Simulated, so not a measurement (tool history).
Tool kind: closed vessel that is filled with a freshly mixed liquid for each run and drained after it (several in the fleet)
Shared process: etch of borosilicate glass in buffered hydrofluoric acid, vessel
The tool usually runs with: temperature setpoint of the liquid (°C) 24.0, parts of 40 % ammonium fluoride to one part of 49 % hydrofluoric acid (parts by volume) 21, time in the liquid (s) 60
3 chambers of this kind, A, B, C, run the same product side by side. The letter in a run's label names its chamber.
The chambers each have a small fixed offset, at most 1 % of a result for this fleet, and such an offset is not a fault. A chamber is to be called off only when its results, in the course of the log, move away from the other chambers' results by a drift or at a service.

| run | hour | temperature setpoint of the liquid (°C) | parts of 40 % ammonium fluoride to one part of 49 % hydrofluoric acid (parts by volume) | time in the liquid (s) | read-back film thickness of the borosilicate glass reference wafer, read on the same gauge (nm) | thickness taken off the borosilicate glass on a monitor wafer (angstrom) |
|---|---|---|---|---|---|---|
| 1B | 3.1 | 24.0 | 21 | 60 | 80.017 | 367.76 |
| 2A | 5.8 | 24.0 | 21 | 60 | 79.983 | 365.33 |
| 3C | 9.1 | 24.0 | 21 | 60 | 80.004 | 367.96 |
| 4C | 13.0 | 24.0 | 21 | 60 | 80.013 | 370.28 |
| 5A | 15.8 | 24.0 | 21 | 60 | 80.025 | 361.20 |
| 6B | 19.8 | 24.0 | 21 | 60 | 79.965 | 359.16 |
| 7B | 22.4 | 24.0 | 21 | 60 | 80.022 | 359.84 |
| 8A | 27.2 | 24.0 | 21 | 35 | 80.014 | 213.92 |
| 9C | 30.5 | 24.0 | 21 | 35 | 79.999 | 216.65 |
| 10C | 34.8 | 24.0 | 21 | 35 | 79.981 | 214.09 |
| 11B | 39.3 | 24.0 | 21 | 60 | 80.003 | 361.63 |
| 12A | 42.8 | 24.0 | 21 | 60 | 79.971 | 361.37 |
| 13A | 45.0 | 24.0 | 21 | 60 | 79.989 | 359.31 |
| 14C | 47.2 | 27.5 | 21 | 60 | 79.954 | 438.91 |
| 15B | 49.9 | 27.5 | 21 | 60 | 80.002 | 441.60 |
| 16C | 54.3 | 27.5 | 21 | 60 | 80.035 | 428.80 |
| 17B | 58.9 | 24.0 | 21 | 60 | 79.969 | 360.80 |
| 18A | 61.9 | 24.0 | 21 | 60 | 79.976 | 363.57 |
| 19B | 64.4 | 24.0 | 21 | 60 | 80.001 | 362.34 |
| 20C | 67.1 | 24.0 | 21 | 60 | 80.046 | 354.88 |
| 21A | 71.0 | 19.0 | 15 | 60 | 79.979 | 379.97 |
| 22A | 74.3 | 19.0 | 15 | 60 | 80.003 | 377.50 |

Is one chamber out of step, is the gauge drifting, or do the chambers differ by no more than their own small offsets? For an off chamber, give its letter and the likeliest cause.

It is chamber C that slowly wanders off from its peers.
What lies behind it: liquid colder than its thermometer reads (K) = 1.08.
The log may not tell that from: hydrofluoric acid flow below the setpoint (%).

Here are 4 candidates for chamber C's next run, each the usual settings with a change, their results left as question marks. Which one brings its results back in line with what the others give on the usual settings?
To be in line, a result may differ from the other chambers' mean on the usual settings by at most: thickness taken off the borosilicate glass on a monitor wafer (angstrom) 7.60
| 23C-1 | 77.8 | 24.0 | 21.0 | 55 |  | ? |
| 23C-2 | 77.8 | 24.5 | 19.5 | 60 |  | ? |
| 23C-3 | 77.8 | 23.5 | 21.5 | 60 |  | ? |
| 23C-4 | 77.8 | 24.5 | 20.5 | 60 |  | ? |

Other chambers, usual settings, mean: thickness taken off the borosilicate glass on a monitor wafer (angstrom) 363.13
| run | thickness taken off the borosilicate glass on a monitor wafer (angstrom) |
|---|---|
| 23C-1 | 318.64 |
| 23C-2 | 378.84 |
| 23C-3 | 332.86 |
| 23C-4 | 363.32 |
The answer is 23C-4, which returns the chamber to within the allowed miss of the others.

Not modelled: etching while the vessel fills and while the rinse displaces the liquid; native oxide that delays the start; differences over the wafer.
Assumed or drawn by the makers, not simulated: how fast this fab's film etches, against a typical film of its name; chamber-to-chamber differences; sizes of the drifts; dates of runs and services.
